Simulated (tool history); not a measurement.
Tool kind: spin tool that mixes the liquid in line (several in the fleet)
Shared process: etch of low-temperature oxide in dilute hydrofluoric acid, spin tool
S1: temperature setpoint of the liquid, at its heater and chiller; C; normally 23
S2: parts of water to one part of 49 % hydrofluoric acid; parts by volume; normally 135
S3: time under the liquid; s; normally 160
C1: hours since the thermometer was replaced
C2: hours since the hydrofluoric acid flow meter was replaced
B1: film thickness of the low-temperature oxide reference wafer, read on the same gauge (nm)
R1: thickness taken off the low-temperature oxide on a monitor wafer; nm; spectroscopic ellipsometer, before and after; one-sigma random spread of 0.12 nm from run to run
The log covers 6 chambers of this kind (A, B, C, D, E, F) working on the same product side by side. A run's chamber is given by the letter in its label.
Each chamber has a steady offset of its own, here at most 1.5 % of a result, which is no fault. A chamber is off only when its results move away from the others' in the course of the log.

| run | hour | S1 | S2 | S3 | C1 | C2 | B1 | R1 |
|---|---|---|---|---|---|---|---|---|
| 1A | 2.8 | 23 | 135 | 160 | 1283.8 | 430.6 | 99.968 | 17.271 |
| 2D | 7.1 | 23 | 135 | 160 | 1396.4 | 1123.0 | 99.989 | 17.212 |
| 3C | 9.7 | 23 | 135 | 160 | 49.2 | 153.5 | 100.020 | 17.382 |
| 4F | 12.9 | 23 | 135 | 160 | 1167.6 | 615.1 | 100.000 | 17.450 |
| 5B | 15.3 | 23 | 135 | 160 | 18.8 | 600.0 | 100.050 | 17.171 |
| 6E | 19.5 | 23 | 135 | 160 | 473.7 | 331.5 | 99.970 | 17.457 |
| 7F | 23.5 | 23 | 135 | 160 | 1178.2 | 625.7 | 99.984 | 17.324 |
| 8D | 28.1 | 23 | 135 | 160 | 1417.4 | 1144.0 | 99.991 | 17.085 |
| 9A | 33.5 | 23 | 135 | 160 | 1314.5 | 461.3 | 100.020 | 17.079 |
| 10C | 36.1 | 23 | 135 | 160 | 75.6 | 179.9 | 99.984 | 17.394 |
| 11E | 40.4 | 23 | 135 | 160 | 494.6 | 352.4 | 99.936 | 17.501 |
| 12B | 44.8 | 23 | 135 | 160 | 48.3 | 629.5 | 99.949 | 17.175 |
| 13E | 49.2 | 23 | 135 | 160 | 503.4 | 361.2 | 100.000 | 17.182 |
| 14F | 52.6 | 23 | 135 | 160 | 1207.3 | 654.8 | 100.030 | 16.693 |
| 15D | 57.1 | 20 | 135 | 225 | 1446.4 | 1173.0 | 99.984 | 21.480 |
| 16A | 62.2 | 20 | 135 | 225 | 1343.2 | 490.0 | 100.010 | 21.648 |
| 17C | 66.7 | 20 | 135 | 225 | 106.2 | 210.5 | 100.010 | 21.747 |
| 18B | 69.8 | 20 | 135 | 225 | 73.3 | 654.5 | 100.030 | 21.506 |
| 19F | 73.3 | 20 | 135 | 225 | 1228.0 | 675.5 | 99.981 | 20.955 |
| 20B | 76.5 | 20 | 135 | 225 | 80.0 | 661.2 | 99.998 | 21.415 |
| 21E | 79.3 | 23 | 135 | 160 | 533.5 | 391.3 | 99.994 | 17.281 |
| 22A | 83.2 | 23 | 135 | 160 | 1364.2 | 511.0 | 99.987 | 17.248 |
| 23D | 88.0 | 23 | 135 | 160 | 1477.3 | 1203.9 | 99.992 | 16.985 |
| 24C | 90.9 | 23 | 135 | 160 | 130.4 | 234.7 | 100.030 | 17.050 |
| 25E | 96.2 | 23 | 135 | 160 | 550.4 | 408.2 | 100.010 | 17.184 |
| 26F | 100.3 | 23 | 135 | 160 | 1255.0 | 702.5 | 100.000 | 16.420 |
| 27C | 105.2 | 23 | 135 | 160 | 144.7 | 249.0 | 99.970 | 17.091 |
| 28A | 109.6 | 23 | 135 | 160 | 1390.6 | 537.4 | 99.984 | 17.028 |
| 29D | 114.4 | 23 | 135 | 160 | 1503.7 | 1230.3 | 99.976 | 17.221 |
| 30B | 119.7 | 23 | 135 | 160 | 123.2 | 704.4 | 100.010 | 17.047 |
| 31E | 125.1 | 26 | 115 | 160 | 579.3 | 437.1 | 99.987 | 23.662 |
| 32A | 129.7 | 26 | 115 | 160 | 1410.7 | 557.5 | 100.020 | 23.220 |
| 33F | 132.6 | 26 | 115 | 160 | 1287.3 | 734.8 | 99.986 | 21.742 |
| 34C | 135.8 | 26 | 115 | 160 | 175.3 | 279.6 | 100.000 | 23.407 |
| 35D | 141.0 | 26 | 115 | 160 | 1530.3 | 1256.9 | 99.982 | 22.934 |
| 36B | 143.7 | 26 | 115 | 160 | 147.2 | 728.4 | 99.993 | 23.527 |
| 37A | 148.8 | 23 | 135 | 160 | 1429.8 | 576.6 | 100.000 | 17.241 |
| 38C | 152.5 | 23 | 135 | 160 | 192.0 | 296.3 | 100.010 | 17.036 |
| 39B | 156.7 | 23 | 135 | 160 | 160.2 | 741.4 | 100.040 | 17.321 |

Is one chamber off against the others, does the gauge drift, or is nothing wrong? If a chamber is off, say which, and what the likeliest cause is.

Chamber F drifts away from the others.
Cause: hydrofluoric acid flow below the setpoint (%) = 6.55.
From this log alone, it may not be told apart from: liquid colder than its thermometer reads (K).

Chamber F could run next with any of the 4 candidate recipes listed below; each alters the usual settings, and their results appear as question marks. Which one brings its results back in line with what the other chambers deliver on the usual settings?
To be in line, a result may differ from the other chambers' mean on the usual settings by at most: R1 0.430 nm
| 40F-1 | 160.5 | 23 | 140 | 155 |  |  |  | ? |
| 40F-2 | 160.5 | 23 | 130 | 165 |  |  |  | ? |
| 40F-3 | 160.5 | 23 | 135 | 155 |  |  |  | ? |
| 40F-4 | 160.5 | 23 | 135 | 165 |  |  |  | ? |

Usual-settings mean across the other chambers: R1 17.221 nm
| run | R1 |
|---|---|
| 40F-1 | 14.850 |
| 40F-2 | 17.242 |
| 40F-3 | 15.498 |
| 40F-4 | 16.498 |
40F-2 puts the chamber back in line with the other chambers.

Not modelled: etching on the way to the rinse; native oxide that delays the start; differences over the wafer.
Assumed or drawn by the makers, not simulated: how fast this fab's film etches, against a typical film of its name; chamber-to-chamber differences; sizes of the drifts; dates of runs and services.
